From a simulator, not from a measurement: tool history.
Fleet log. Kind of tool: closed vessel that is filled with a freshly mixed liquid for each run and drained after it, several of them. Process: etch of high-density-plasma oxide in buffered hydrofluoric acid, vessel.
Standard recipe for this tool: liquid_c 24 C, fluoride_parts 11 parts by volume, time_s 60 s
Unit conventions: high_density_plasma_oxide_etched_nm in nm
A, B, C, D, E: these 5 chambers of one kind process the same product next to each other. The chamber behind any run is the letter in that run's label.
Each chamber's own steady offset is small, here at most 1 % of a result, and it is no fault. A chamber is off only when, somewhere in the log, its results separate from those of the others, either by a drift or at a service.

run,hour,liquid_c,fluoride_parts,time_s,hours since the thermometer was replaced,hours since the hydrofluoric acid flow meter was replaced,"read-back film thickness of the high-density-plasma oxide reference wafer, read on the same gauge (nm)",high_density_plasma_oxide_etched_nm
1A,6,24,11,60,768.8,531,49.999,70.949
2C,9.1,24,11,60,330.9,16,50.006,71.568
3B,13.4,24,11,60,1049,1127.1,50.011,71.662
4D,19.7,24,11,60,1998.2,431.2,50,71.458
5E,24.2,27,12.5,60,1114.7,2044.5,50.009,75.282
6D,27.3,27,12.5,60,2005.8,438.8,49.989,73.751
7B,33.4,27,12.5,60,1069,1147.1,50.006,74.351
8C,36.7,27,12.5,60,358.5,43.6,50.035,73.81
9A,40.3,27,12.5,60,803.1,565.3,50.005,73.545
10E,45.7,19,11,35,1136.2,2066,49.966,32.356
11C,50.5,19,11,35,372.3,57.4,49.99,31.568
12B,55.6,19,11,35,1091.2,1169.3,50.026,31.669
13D,59.1,19,11,35,2037.6,470.6,49.995,31.836
14E,64.6,19,11,35,1155.1,2084.9,49.998,31.998
15A,68.7,24,11,60,831.5,593.7,49.978,71.669
16B,72.8,24,11,60,1108.4,1186.5,50.012,71.723
17C,76.2,24,11,60,398,83.1,49.981,72.177
# hour 77.3: chamber A: hydrofluoric acid flow meter replaced
18D,79.8,24,11,60,2058.3,491.3,50.002,72.014
19E,82.8,24,11,60,1173.3,2103.1,50.002,70.91
20A,86,24,11,60,848.8,8.8,50.027,71.995
21B,89.1,24,11,60,1124.7,1202.8,49.983,71.566
22E,93.6,24,11,60,1184.1,2113.9,50.029,73.075
23D,97.6,24,11,60,2076.1,509.1,49.977,71.522
24A,104.3,24,11,60,867.1,27.1,49.992,71.554
25C,108.4,24,11,40,430.2,115.3,50.005,47.639
26B,114.7,24,11,40,1150.3,1228.4,49.983,47.454
27A,118.4,24,11,40,881.2,41.2,49.987,48.047
28E,123.2,24,11,40,1213.7,2143.5,50.018,47.743
29D,129.3,24,11,40,2107.8,540.8,49.992,47.574
30C,133.2,24,14,60,455,140.1,49.974,55.847
# hour 135: chamber B: hydrofluoric acid flow meter replaced
31C,137.2,24,14,60,459,144.1,50.021,56.955
32A,142.1,24,14,60,904.9,64.9,50.033,56.649
33B,147.5,24,14,60,1183.1,12.6,50,56.734

The same settings go to every chamber for the next run, one line per chamber below. Forecast the results for each:
34A,152.3,24,11,60,,,,?
34B,152.3,24,11,60,,,,?
34C,152.3,24,11,60,,,,?
34D,152.3,24,11,60,,,,?
34E,152.3,24,11,60,,,,?

run,high_density_plasma_oxide_etched_nm
34A,71.934
34B,70.853
34C,71.092
34D,71.602
34E,72.306
